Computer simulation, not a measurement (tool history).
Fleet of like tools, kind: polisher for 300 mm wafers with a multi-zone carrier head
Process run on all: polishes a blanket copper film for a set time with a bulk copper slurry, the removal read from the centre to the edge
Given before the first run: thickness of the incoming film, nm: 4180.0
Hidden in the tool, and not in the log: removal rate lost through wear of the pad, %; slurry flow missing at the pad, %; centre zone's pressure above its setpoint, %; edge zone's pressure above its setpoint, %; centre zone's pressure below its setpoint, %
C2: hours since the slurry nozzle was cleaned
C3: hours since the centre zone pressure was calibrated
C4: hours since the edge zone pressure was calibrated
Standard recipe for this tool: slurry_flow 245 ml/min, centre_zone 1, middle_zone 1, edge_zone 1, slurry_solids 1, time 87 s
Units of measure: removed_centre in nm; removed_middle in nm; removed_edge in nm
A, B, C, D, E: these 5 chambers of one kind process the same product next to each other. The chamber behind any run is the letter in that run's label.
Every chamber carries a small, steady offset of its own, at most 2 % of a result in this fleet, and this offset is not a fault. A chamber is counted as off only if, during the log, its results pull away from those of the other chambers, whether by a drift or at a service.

-- hour=0.6 chamber D: worn pad replaced by a new one
run 1D hour=5 | slurry_flow=245 centre_zone=1 middle_zone=1 edge_zone=1 slurry_solids=1 time=87 | wafers_polished_on_this_pad=35 C2=550.8 C3=275.9 C4=153.4 | removed_centre=1203 removed_middle=1206.5 removed_edge=1213.8
run 2E hour=12.6 | slurry_flow=245 centre_zone=1 middle_zone=1 edge_zone=1 slurry_solids=1 time=87 | wafers_polished_on_this_pad=103 C2=577.3 C3=167 C4=1127.9 | removed_centre=1207.2 removed_middle=1199.5 removed_edge=1240.6
run 3A hour=17.5 | slurry_flow=245 centre_zone=1 middle_zone=1 edge_zone=1 slurry_solids=1 time=87 | wafers_polished_on_this_pad=240 C2=52.8 C3=37 C4=284.1 | removed_centre=1210.6 removed_middle=1187.9 removed_edge=1233.5
run 4B hour=23.2 | slurry_flow=245 centre_zone=1 middle_zone=1 edge_zone=1 slurry_solids=1 time=87 | wafers_polished_on_this_pad=271 C2=28.3 C3=969.2 C4=30.6 | removed_centre=1216.1 removed_middle=1229.9 removed_edge=1207.5
run 5C hour=27.5 | slurry_flow=245 centre_zone=1 middle_zone=1 edge_zone=1 slurry_solids=1 time=87 | wafers_polished_on_this_pad=759 C2=233.4 C3=481.2 C4=706.1 | removed_centre=1204 removed_middle=1218.4 removed_edge=1188.8
-- hour=29.6 chamber C: worn pad replaced by a new one
run 6B hour=33.6 | slurry_flow=245 centre_zone=1 middle_zone=1 edge_zone=1 slurry_solids=1 time=87 | wafers_polished_on_this_pad=355 C2=38.7 C3=979.6 C4=41 | removed_centre=1218.4 removed_middle=1222.1 removed_edge=1209.7
-- hour=38 chamber E: slurry nozzle cleaned
-- hour=38.2 chamber C: slurry nozzle cleaned
run 7D hour=40.5 | slurry_flow=245 centre_zone=1 middle_zone=1 edge_zone=1 slurry_solids=1 time=87 | wafers_polished_on_this_pad=323 C2=586.3 C3=311.4 C4=188.9 | removed_centre=1211.6 removed_middle=1222.6 removed_edge=1213.5
run 8E hour=48 | slurry_flow=245 centre_zone=1 middle_zone=1 edge_zone=1 slurry_solids=1 time=87 | wafers_polished_on_this_pad=390 C2=10 C3=202.4 C4=1163.3 | removed_centre=1209.6 removed_middle=1235.5 removed_edge=1227.6
run 9A hour=52 | slurry_flow=245 centre_zone=1 middle_zone=1 edge_zone=1 slurry_solids=1 time=87 | wafers_polished_on_this_pad=519 C2=87.3 C3=71.5 C4=318.6 | removed_centre=1202.2 removed_middle=1216.8 removed_edge=1193.2
-- hour=57.2 chamber C: centre zone pressure recalibrated
run 10C hour=59.7 | slurry_flow=245 centre_zone=1 middle_zone=1 edge_zone=1 slurry_solids=1 time=87 | wafers_polished_on_this_pad=244 C2=21.5 C3=2.5 C4=738.3 | removed_centre=1218.8 removed_middle=1226.2 removed_edge=1227.7
run 11A hour=67.9 | slurry_flow=245 centre_zone=1 middle_zone=1 edge_zone=1 slurry_solids=1 time=87 | wafers_polished_on_this_pad=648 C2=103.2 C3=87.4 C4=334.5 | removed_centre=1186.8 removed_middle=1196.6 removed_edge=1204.3
run 12C hour=72.1 | slurry_flow=245 centre_zone=1 middle_zone=1 edge_zone=1 slurry_solids=1 time=87 | wafers_polished_on_this_pad=344 C2=33.9 C3=14.9 C4=750.7 | removed_centre=1218.8 removed_middle=1209.8 removed_edge=1213.6
-- hour=74.4 chamber D: worn pad replaced by a new one
run 13B hour=77.6 | slurry_flow=245 centre_zone=1 middle_zone=1 edge_zone=1 slurry_solids=1 time=87 | wafers_polished_on_this_pad=712 C2=82.7 C3=1023.6 C4=85 | removed_centre=1195.2 removed_middle=1226.7 removed_edge=1205.1
-- hour=80.1 chamber B: worn pad replaced by a new one
run 14D hour=86 | slurry_flow=245 centre_zone=1 middle_zone=1 edge_zone=1 slurry_solids=1 time=87 | wafers_polished_on_this_pad=94 C2=631.8 C3=356.9 C4=234.4 | removed_centre=1213.3 removed_middle=1205.7 removed_edge=1226.9
-- hour=89.6 chamber A: worn pad replaced by a new one
run 15E hour=94.3 | slurry_flow=245 centre_zone=1 middle_zone=1 edge_zone=1 slurry_solids=1 time=87 | wafers_polished_on_this_pad=765 C2=56.3 C3=248.7 C4=1209.6 | removed_centre=1214.2 removed_middle=1187.3 removed_edge=1243
run 16C hour=98.5 | slurry_flow=245 centre_zone=1 middle_zone=1 edge_zone=1 slurry_solids=1 time=87 | wafers_polished_on_this_pad=558 C2=60.3 C3=41.3 C4=777.1 | removed_centre=1202.7 removed_middle=1203 removed_edge=1219.7
run 17E hour=104 | slurry_flow=245 centre_zone=1 middle_zone=1 edge_zone=1 slurry_solids=1 time=87 | wafers_polished_on_this_pad=843 C2=66 C3=258.4 C4=1219.3 | removed_centre=1218.5 removed_middle=1224.8 removed_edge=1248.6
run 18A hour=108.8 | slurry_flow=245 centre_zone=1 middle_zone=1 edge_zone=1.08 slurry_solids=1 time=87 | wafers_polished_on_this_pad=155 C2=144.1 C3=128.3 C4=375.4 | removed_centre=1203.4 removed_middle=1224.4 removed_edge=1235.5
run 19B hour=115.7 | slurry_flow=245 centre_zone=1 middle_zone=1 edge_zone=1.08 slurry_solids=1 time=87 | wafers_polished_on_this_pad=288 C2=120.8 C3=1061.7 C4=123.1 | removed_centre=1186.1 removed_middle=1230.8 removed_edge=1254.7
run 20D hour=119.7 | slurry_flow=245 centre_zone=1 middle_zone=1 edge_zone=1.08 slurry_solids=1 time=87 | wafers_polished_on_this_pad=367 C2=665.5 C3=390.6 C4=268.1 | removed_centre=1213 removed_middle=1212.6 removed_edge=1275.6
-- hour=123.5 chamber C: worn pad replaced by a new one
run 21E hour=128.1 | slurry_flow=245 centre_zone=1 middle_zone=1 edge_zone=1.08 slurry_solids=1 time=87 | wafers_polished_on_this_pad=1039 C2=90.1 C3=282.5 C4=1243.4 | removed_centre=1216.7 removed_middle=1207.1 removed_edge=1249.2
-- hour=132.7 chamber E: worn pad replaced by a new one
run 22A hour=133 | slurry_flow=245 centre_zone=1 middle_zone=1 edge_zone=1.08 slurry_solids=1 time=87 | wafers_polished_on_this_pad=351 C2=168.3 C3=152.5 C4=399.6 | removed_centre=1210.1 removed_middle=1225.1 removed_edge=1240.6
run 23B hour=138.3 | slurry_flow=245 centre_zone=1 middle_zone=1 edge_zone=1 slurry_solids=1 time=87 | wafers_polished_on_this_pad=471 C2=143.4 C3=1084.3 C4=145.7 | removed_centre=1181.8 removed_middle=1234.5 removed_edge=1211.6
-- hour=144.5 chamber D: worn pad replaced by a new one
run 24C hour=144.5 | slurry_flow=245 centre_zone=1 middle_zone=1.08 edge_zone=1.1 slurry_solids=1 time=87 | wafers_polished_on_this_pad=170 C2=106.3 C3=87.3 C4=823.1 | removed_centre=1212.2 removed_middle=1295.2 removed_edge=1274.2
run 25D hour=150.3 | slurry_flow=245 centre_zone=1 middle_zone=1.08 edge_zone=1.1 slurry_solids=1 time=87 | wafers_polished_on_this_pad=47 C2=696.1 C3=421.2 C4=298.7 | removed_centre=1210.5 removed_middle=1306.1 removed_edge=1300.9
run 26A hour=156.1 | slurry_flow=245 centre_zone=1 middle_zone=1.08 edge_zone=1.1 slurry_solids=1 time=87 | wafers_polished_on_this_pad=538 C2=191.4 C3=175.6 C4=422.7 | removed_centre=1205.8 removed_middle=1301.3 removed_edge=1291.6
run 27C hour=164.6 | slurry_flow=245 centre_zone=1 middle_zone=1.08 edge_zone=1.1 slurry_solids=1 time=87 | wafers_polished_on_this_pad=332 C2=126.4 C3=107.4 C4=843.2 | removed_centre=1211.6 removed_middle=1292.5 removed_edge=1268.5
-- hour=169.7 chamber B: worn pad replaced by a new one
run 28B hour=172.4 | slurry_flow=245 centre_zone=1 middle_zone=1.08 edge_zone=1.1 slurry_solids=1 time=87 | wafers_polished_on_this_pad=21 C2=177.5 C3=1118.4 C4=179.8 | removed_centre=1164 removed_middle=1315.5 removed_edge=1277.4
run 29D hour=177.5 | slurry_flow=245 centre_zone=1 middle_zone=1 edge_zone=1 slurry_solids=1 time=87 | wafers_polished_on_this_pad=267 C2=723.3 C3=448.4 C4=325.9 | removed_centre=1226.7 removed_middle=1206.8 removed_edge=1192.9
run 30E hour=186 | slurry_flow=245 centre_zone=1.07 middle_zone=1 edge_zone=1 slurry_solids=1 time=87 | wafers_polished_on_this_pad=432 C2=148 C3=340.4 C4=1301.3 | removed_centre=1305.8 removed_middle=1193.6 removed_edge=1181.7
run 31D hour=191 | slurry_flow=245 centre_zone=1.07 middle_zone=1 edge_zone=1 slurry_solids=1 time=87 | wafers_polished_on_this_pad=377 C2=736.8 C3=461.9 C4=339.4 | removed_centre=1293.7 removed_middle=1235.4 removed_edge=1217.3
-- hour=193.8 chamber A: slurry nozzle cleaned
run 32B hour=195.1 | slurry_flow=245 centre_zone=1.07 middle_zone=1 edge_zone=1 slurry_solids=1 time=87 | wafers_polished_on_this_pad=205 C2=200.2 C3=1141.1 C4=202.5 | removed_centre=1233.2 removed_middle=1228.2 removed_edge=1199.1
run 33C hour=200.2 | slurry_flow=245 centre_zone=1.07 middle_zone=1 edge_zone=1 slurry_solids=1 time=87 | wafers_polished_on_this_pad=621 C2=162 C3=143 C4=878.8 | removed_centre=1286.9 removed_middle=1215.9 removed_edge=1205.3
run 34E hour=206.7 | slurry_flow=245 centre_zone=1.07 middle_zone=1 edge_zone=1 slurry_solids=1 time=87 | wafers_polished_on_this_pad=600 C2=168.7 C3=361.1 C4=1322 | removed_centre=1305.3 removed_middle=1191.3 removed_edge=1210.5
-- hour=210.1 chamber A: worn pad replaced by a new one
run 35A hour=213.2 | slurry_flow=245 centre_zone=1 middle_zone=1 edge_zone=1 slurry_solids=1 time=87 | wafers_polished_on_this_pad=25 C2=19.4 C3=232.7 C4=479.8 | removed_centre=1211.2 removed_middle=1222.9 removed_edge=1200.5
-- hour=214.9 chamber D: worn pad replaced by a new one
run 36D hour=217.9 | slurry_flow=245 centre_zone=1 middle_zone=1 edge_zone=1 slurry_solids=1 time=87 | wafers_polished_on_this_pad=24 C2=763.7 C3=488.8 C4=366.3 | removed_centre=1210.8 removed_middle=1217.4 removed_edge=1227.9
run 37A hour=223.1 | slurry_flow=245 centre_zone=1 middle_zone=1 edge_zone=1 slurry_solids=1 time=87 | wafers_polished_on_this_pad=105 C2=29.3 C3=242.6 C4=489.7 | removed_centre=1204.4 removed_middle=1191.2 removed_edge=1229.1
run 38E hour=229.2 | slurry_flow=245 centre_zone=1 middle_zone=1 edge_zone=1 slurry_solids=1 time=87 | wafers_polished_on_this_pad=782 C2=191.2 C3=383.6 C4=1344.5 | removed_centre=1211.1 removed_middle=1198.3 removed_edge=1195.4

All 5 chambers run these settings next. Forecast each chamber's results:
run 39A hour=235.4 | slurry_flow=180 centre_zone=1 middle_zone=1 edge_zone=1 slurry_solids=1 time=87 | removed_centre=? removed_middle=? removed_edge=?
run 39B hour=235.4 | slurry_flow=180 centre_zone=1 middle_zone=1 edge_zone=1 slurry_solids=1 time=87 | removed_centre=? removed_middle=? removed_edge=?
run 39C hour=235.4 | slurry_flow=180 centre_zone=1 middle_zone=1 edge_zone=1 slurry_solids=1 time=87 | removed_centre=? removed_middle=? removed_edge=?
run 39D hour=235.4 | slurry_flow=180 centre_zone=1 middle_zone=1 edge_zone=1 slurry_solids=1 time=87 | removed_centre=? removed_middle=? removed_edge=?
run 39E hour=235.4 | slurry_flow=180 centre_zone=1 middle_zone=1 edge_zone=1 slurry_solids=1 time=87 | removed_centre=? removed_middle=? removed_edge=?

run=39A removed_centre=1156.6 removed_middle=1158.1 removed_edge=1180.7
run=39B removed_centre=1076.1 removed_middle=1190.5 removed_edge=1187.3
run=39C removed_centre=1156.6 removed_middle=1157 removed_edge=1152
run=39D removed_centre=1157.9 removed_middle=1173.6 removed_edge=1179
run=39E removed_centre=1162.4 removed_middle=1169.7 removed_edge=1173.1
